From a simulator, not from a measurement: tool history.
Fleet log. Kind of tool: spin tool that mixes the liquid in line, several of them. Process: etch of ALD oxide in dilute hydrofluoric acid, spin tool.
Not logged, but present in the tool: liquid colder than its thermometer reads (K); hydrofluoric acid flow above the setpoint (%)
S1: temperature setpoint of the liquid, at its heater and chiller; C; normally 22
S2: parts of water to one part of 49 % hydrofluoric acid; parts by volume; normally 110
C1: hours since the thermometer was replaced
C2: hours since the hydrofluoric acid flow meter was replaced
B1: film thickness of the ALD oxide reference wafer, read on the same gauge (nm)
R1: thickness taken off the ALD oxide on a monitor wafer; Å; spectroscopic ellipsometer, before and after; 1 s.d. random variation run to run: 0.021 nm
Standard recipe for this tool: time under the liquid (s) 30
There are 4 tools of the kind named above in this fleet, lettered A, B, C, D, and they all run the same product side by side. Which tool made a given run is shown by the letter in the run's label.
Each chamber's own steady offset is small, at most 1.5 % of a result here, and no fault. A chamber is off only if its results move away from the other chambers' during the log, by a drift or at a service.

Run 1A, day 0.142: usual settings; C1 2788.8; C2 396.4; B1 89.991. Result: R1 52.595 Å.
Run 2B, day 0.250: usual settings; C1 360.0; C2 198.1; B1 90.014. Result: R1 52.613 Å.
Run 3C, day 0.467: usual settings; C1 1196.0; C2 408.5; B1 90.015. Result: R1 53.584 Å.
Run 4D, day 0.654: usual settings; C1 248.4; C2 926.3; B1 89.993. Result: R1 52.506 Å.
Run 5B, day 0.900: usual settings; C1 375.6; C2 213.7; B1 89.985. Result: R1 52.474 Å.
Run 6C, day 1.042: usual settings; C1 1209.8; C2 422.3; B1 89.976. Result: R1 53.536 Å.
Run 7D, day 1.262: usual settings; C1 263.0; C2 940.9; B1 90.016. Result: R1 52.533 Å.
Run 8A, day 1.508: usual settings; C1 2821.6; C2 429.2; B1 90.008. Result: R1 52.837 Å.
Run 9C, day 1.733: usual settings; C1 1226.4; C2 438.9; B1 89.992. Result: R1 53.022 Å.
Run 10B, day 1.950: usual settings but S2 70 parts by volume; C1 400.8; C2 238.9; B1 89.993. Result: R1 85.969 Å.
Run 11A, day 2.171: usual settings but S2 70 parts by volume; C1 2837.5; C2 445.1; B1 89.992. Result: R1 85.748 Å.
Run 12D, day 2.338: usual settings but S2 70 parts by volume; C1 288.8; C2 966.7; B1 89.992. Result: R1 86.900 Å.
Run 13C, day 2.446: usual settings but S2 70 parts by volume; C1 1243.5; C2 456.0; B1 89.999. Result: R1 89.279 Å.
Run 14A, day 2.608: usual settings but S2 155 parts by volume; C1 2848.0; C2 455.6; B1 89.990. Result: R1 35.622 Å.
Run 15D, day 2.862: usual settings but S2 155 parts by volume; C1 301.4; C2 979.3; B1 90.033. Result: R1 35.141 Å.
Run 16B, day 3.029: usual settings but S2 155 parts by volume; C1 426.7; C2 264.8; B1 90.017. Result: R1 35.512 Å.
Run 17C, day 3.158: usual settings but S2 155 parts by volume; C1 1260.6; C2 473.1; B1 90.017. Result: R1 36.218 Å.
Run 18B, day 3.375: usual settings; C1 435.0; C2 273.1; B1 90.004. Result: R1 52.588 Å.
Run 19A, day 3.583: usual settings but S1 20 C, time under the liquid (s) 25; C1 2871.4; C2 479.0; B1 89.975. Result: R1 40.867 Å.
Run 20D, day 3.779: usual settings but S1 20 C, time under the liquid (s) 25; C1 323.4; C2 1001.3; B1 89.979. Result: R1 40.355 Å.
Run 21A, day 3.896: usual settings but S1 20 C, time under the liquid (s) 25; C1 2878.9; C2 486.5; B1 90.031. Result: R1 40.464 Å.
Run 22D, day 4.104: usual settings but S1 20 C, time under the liquid (s) 25; C1 331.2; C2 1009.1; B1 89.976. Result: R1 40.466 Å.
Run 23C, day 4.225: usual settings but time under the liquid (s) 40; C1 1286.2; C2 498.7; B1 89.975. Result: R1 71.520 Å.
Run 24B, day 4.417: usual settings but time under the liquid (s) 40; C1 460.0; C2 298.1; B1 89.979. Result: R1 69.794 Å.
Run 25D, day 4.671: usual settings but time under the liquid (s) 40; C1 344.8; C2 1022.7; B1 90.005. Result: R1 69.562 Å.
Run 26B, day 4.896: usual settings but time under the liquid (s) 40; C1 471.5; C2 309.6; B1 90.024. Result: R1 69.866 Å.
Run 27A, day 5.088: usual settings; C1 2907.5; C2 515.1; B1 89.978. Result: R1 52.803 Å.
Run 28C, day 5.283: usual settings; C1 1311.6; C2 524.1; B1 90.010. Result: R1 54.483 Å.
Run 29C, day 5.421: usual settings; C1 1314.9; C2 527.4; B1 90.016. Result: R1 54.305 Å.
Run 30D, day 5.542: usual settings; C1 365.7; C2 1043.6; B1 89.963. Result: R1 52.531 Å.
Run 31B, day 5.771: usual settings; C1 492.5; C2 330.6; B1 90.044. Result: R1 52.493 Å.
Run 32A, day 5.921: usual settings but time under the liquid (s) 25; C1 2927.5; C2 535.1; B1 89.981. Result: R1 43.643 Å.
At day 6.112: chamber A: thermometer replaced.
Run 33C, day 6.112: usual settings but time under the liquid (s) 25; C1 1331.5; C2 544.0; B1 90.014. Result: R1 45.739 Å.
Run 34B, day 6.238: usual settings but time under the liquid (s) 25; C1 503.7; C2 341.8; B1 89.987. Result: R1 43.707 Å.
Run 35A, day 6.362: usual settings but time under the liquid (s) 25; C1 6.1; C2 545.7; B1 90.027. Result: R1 44.004 Å.
Run 36D, day 6.588: usual settings; C1 390.8; C2 1068.7; B1 89.976. Result: R1 52.493 Å.
Run 37D, day 6.721: usual settings; C1 394.0; C2 1071.9; B1 89.979. Result: R1 52.505 Å.
Run 38B, day 6.908: usual settings; C1 519.8; C2 357.9; B1 89.990. Result: R1 52.724 Å.
Run 39A, day 7.142: usual settings; C1 24.8; C2 564.4; B1 90.025. Result: R1 52.436 Å.
Run 40C, day 7.338: usual settings; C1 1360.9; C2 573.4; B1 90.039. Result: R1 55.212 Å.
Run 41D, day 7.558: usual settings; C1 414.1; C2 1092.0; B1 90.005. Result: R1 52.598 Å.
Run 42A, day 7.750: usual settings; C1 39.4; C2 579.0; B1 90.001. Result: R1 52.817 Å.

One chamber off, gauge drift, or nothing amiss beyond the chambers' own small offsets? If it is a chamber, which one, and what is the likeliest cause?

Chamber C drifts away from the others.
Likeliest cause: hydrofluoric acid flow above the setpoint (%) = 3.58.
From this log alone, it may not be told apart from: liquid hotter than its thermometer reads (K).

Chamber C could run next with any of the 4 candidate recipes listed below; each alters the usual settings, and their results appear as question marks. Which one brings its results back in line with what the other chambers deliver on the usual settings?
A result is in line if it is within this distance of the other chambers' mean on the usual settings: R1 0.730 Å
Run 43C-1, day 7.933: usual settings but S2 115 parts by volume. Result: R1 ?.
Run 43C-2, day 7.933: usual settings but S2 100 parts by volume. Result: R1 ?.
Run 43C-3, day 7.933: usual settings but S1 19.5 C. Result: R1 ?.
Run 43C-4, day 7.933: usual settings but S2 105 parts by volume. Result: R1 ?.

What the other chambers average on the usual settings: R1 52.600 Å
  run      R1
43C-1  52.552
43C-2  61.604
43C-3  49.882
43C-4  58.289
With 43C-1, the chamber falls back in line with the rest.
